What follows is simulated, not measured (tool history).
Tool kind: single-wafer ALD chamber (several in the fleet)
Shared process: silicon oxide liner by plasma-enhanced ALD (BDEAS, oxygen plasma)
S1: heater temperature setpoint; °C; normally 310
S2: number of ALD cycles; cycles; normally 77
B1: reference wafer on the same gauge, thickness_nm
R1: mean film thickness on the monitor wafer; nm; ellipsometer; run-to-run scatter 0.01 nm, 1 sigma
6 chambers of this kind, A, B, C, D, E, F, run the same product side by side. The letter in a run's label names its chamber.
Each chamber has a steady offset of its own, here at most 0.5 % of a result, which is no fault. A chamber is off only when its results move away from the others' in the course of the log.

run 1E day=0.296 | S1=310 S2=77 | B1=5.8185 | R1=7.0389
run 2C day=0.608 | S1=310 S2=77 | B1=5.8171 | R1=7.0314
run 3B day=0.862 | S1=310 S2=77 | B1=5.8180 | R1=7.0802
run 4D day=1.233 | S1=310 S2=77 | B1=5.8160 | R1=7.0502
run 5A day=1.429 | S1=310 S2=77 | B1=5.8142 | R1=7.0763
run 6F day=1.750 | S1=310 S2=77 | B1=5.8144 | R1=7.0865
run 7A day=1.933 | S1=298 S2=77 | B1=5.8148 | R1=7.2442
run 8B day=2.167 | S1=298 S2=77 | B1=5.8133 | R1=7.2423
run 9E day=2.542 | S1=298 S2=77 | B1=5.8132 | R1=7.1654
run 10C day=2.708 | S1=298 S2=77 | B1=5.8115 | R1=7.1625
run 11F day=2.996 | S1=298 S2=77 | B1=5.8112 | R1=7.2680
run 12D day=3.321 | S1=298 S2=77 | B1=5.8111 | R1=7.1949
run 13F day=3.588 | S1=310 S2=77 | B1=5.8103 | R1=7.0838
run 14C day=3.754 | S1=310 S2=77 | B1=5.8093 | R1=7.0100
run 15B day=4.088 | S1=310 S2=77 | B1=5.8083 | R1=7.0721
run 16A day=4.312 | S1=310 S2=77 | B1=5.8072 | R1=7.0748
run 17E day=4.517 | S1=310 S2=77 | B1=5.8060 | R1=7.0059
run 18D day=4.854 | S1=310 S2=77 | B1=5.8033 | R1=7.0529
run 19D day=5.183 | S1=310 S2=77 | B1=5.8033 | R1=7.0352
run 20C day=5.354 | S1=310 S2=77 | B1=5.8016 | R1=7.0178
run 21F day=5.621 | S1=310 S2=87 | B1=5.8042 | R1=8.0084
run 22B day=5.846 | S1=310 S2=87 | B1=5.8020 | R1=7.9848
run 23A day=6.154 | S1=310 S2=87 | B1=5.8002 | R1=7.9607
run 24E day=6.500 | S1=310 S2=87 | B1=5.7999 | R1=7.9142
run 25D day=6.825 | S1=310 S2=87 | B1=5.7974 | R1=7.9677
run 26C day=7.054 | S1=310 S2=87 | B1=5.7973 | R1=7.9114
run 27B day=7.350 | S1=310 S2=77 | B1=5.7980 | R1=7.0456
run 28E day=7.638 | S1=310 S2=77 | B1=5.7968 | R1=7.0011
run 29A day=7.988 | S1=310 S2=77 | B1=5.7945 | R1=7.0668
run 30F day=8.333 | S1=310 S2=77 | B1=5.7971 | R1=7.0768
run 31C day=8.579 | S1=310 S2=77 | B1=5.7945 | R1=6.9941
run 32B day=8.942 | S1=310 S2=63 | B1=5.7935 | R1=5.7742
run 33F day=9.112 | S1=310 S2=63 | B1=5.7914 | R1=5.7962
run 34E day=9.417 | S1=310 S2=63 | B1=5.7897 | R1=5.7172
run 35D day=9.604 | S1=310 S2=63 | B1=5.7905 | R1=5.7577
run 36A day=9.838 | S1=310 S2=63 | B1=5.7902 | R1=5.7626
run 37C day=10.042 | S1=310 S2=63 | B1=5.7897 | R1=5.7078
run 38F day=10.371 | S1=310 S2=77 | B1=5.7877 | R1=7.0568
run 39D day=10.600 | S1=323 S2=77 | B1=5.7894 | R1=6.8876
run 40A day=10.779 | S1=323 S2=77 | B1=5.7863 | R1=6.9220
run 41B day=11.083 | S1=323 S2=77 | B1=5.7848 | R1=6.9216
run 42E day=11.388 | S1=323 S2=77 | B1=5.7834 | R1=6.8615

Decide between three cases: one chamber stands off from its peers, the gauge reading all wafers drifts, or nothing is wrong past each chamber's small offset. Where a chamber is off, say which and what most likely put it there.

No chamber is off; the gauge reading every chamber's wafers drifts, which makes the whole fleet appear to move together.
Likeliest cause: gauge reads low (%) = 0.609.
